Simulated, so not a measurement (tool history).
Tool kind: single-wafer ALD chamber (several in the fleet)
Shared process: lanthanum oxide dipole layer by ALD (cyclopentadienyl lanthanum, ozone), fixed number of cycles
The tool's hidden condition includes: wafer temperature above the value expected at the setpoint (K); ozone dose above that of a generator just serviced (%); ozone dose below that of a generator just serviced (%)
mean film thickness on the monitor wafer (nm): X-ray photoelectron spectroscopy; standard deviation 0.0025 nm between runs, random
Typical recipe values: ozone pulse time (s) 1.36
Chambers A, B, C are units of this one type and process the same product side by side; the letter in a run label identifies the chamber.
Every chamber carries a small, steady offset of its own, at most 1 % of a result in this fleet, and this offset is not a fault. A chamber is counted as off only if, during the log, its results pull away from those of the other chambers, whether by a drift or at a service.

run,day,ozone pulse time (s),hours since the last thermocouple change,hours since the last ozone generator service,"read-back reference wafer on the same gauge, thickness_nm",mean film thickness on the monitor wafer (nm)
1A,0.546,1.36,1423.5,251.0,0.55532,0.54109
2B,0.979,1.36,568.1,287.2,0.55458,0.54206
3C,1.604,1.36,1892.8,1154.6,0.55556,0.53647
4C,2.021,1.36,1902.8,1164.6,0.55507,0.53992
5B,2.675,1.36,608.8,327.9,0.55444,0.54158
6A,3.338,1.36,1490.5,318.0,0.55436,0.54302
7B,3.854,1.36,637.1,356.2,0.55513,0.53967
8C,4.271,1.36,1956.8,1218.6,0.55510,0.54275
9A,4.879,1.36,1527.5,355.0,0.55447,0.54397
10A,5.521,1.36,1542.9,370.4,0.55464,0.54721
11B,6.083,1.36,690.6,409.7,0.55532,0.54511
12C,6.392,1.36,2007.7,1269.5,0.55455,0.54049
13B,6.717,1.84,705.8,424.9,0.55495,0.56518
14C,7.354,1.84,2030.8,1292.6,0.55504,0.56131
15A,7.892,1.84,1599.8,427.3,0.55462,0.56796
16A,8.312,1.36,1609.9,437.4,0.55505,0.54402
17C,8.775,1.36,2064.9,1326.7,0.55497,0.54411
# day 9.296: chamber A: thermocouple changed; heater temperature recalibrated
18B,9.304,1.36,767.9,487.0,0.55472,0.54160
19B,9.846,1.36,780.9,500.0,0.55419,0.54235
20C,10.288,1.82,2101.2,1363.0,0.55491,0.56174
# day 10.475: chamber C: ozone generator serviced
21A,10.725,1.82,34.4,495.3,0.55466,0.56423
22A,11.142,1.82,44.4,505.3,0.55478,0.56976
23B,11.617,1.36,823.4,542.5,0.55537,0.54232
24C,12.262,1.36,2148.6,42.9,0.55489,0.54047
# day 12.675: chamber C: thermocouple changed; heater temperature recalibrated
25B,12.800,1.36,851.8,570.9,0.55534,0.54071
26A,13.242,1.36,94.8,555.7,0.55500,0.54059
27C,13.796,1.36,27.0,79.7,0.55563,0.54130
28C,14.358,1.36,40.5,93.2,0.55521,0.53933
29A,15.033,1.05,137.8,598.7,0.55465,0.51015
30B,15.704,1.05,921.5,640.6,0.55536,0.50125
31C,16.021,1.05,80.4,133.1,0.55456,0.50606
32A,16.567,1.03,174.6,635.5,0.55490,0.50980
33B,17.042,1.03,953.6,672.7,0.55466,0.50719
34C,17.346,1.03,112.2,164.9,0.55498,0.50468
35A,17.842,1.36,205.2,666.1,0.55452,0.54052
36B,18.188,1.36,981.1,700.2,0.55440,0.53648
37A,18.667,1.36,225.0,685.9,0.55513,0.54707
38B,19.038,1.36,1001.5,720.6,0.55475,0.54250

Each of the 3 chambers runs these same settings next. Fill in every chamber's results:
39A,19.521,1.14,,,,?
39B,19.521,1.14,,,,?
39C,19.521,1.14,,,,?

run,mean film thickness on the monitor wafer (nm)
39A,0.52244
39B,0.51996
39C,0.51754
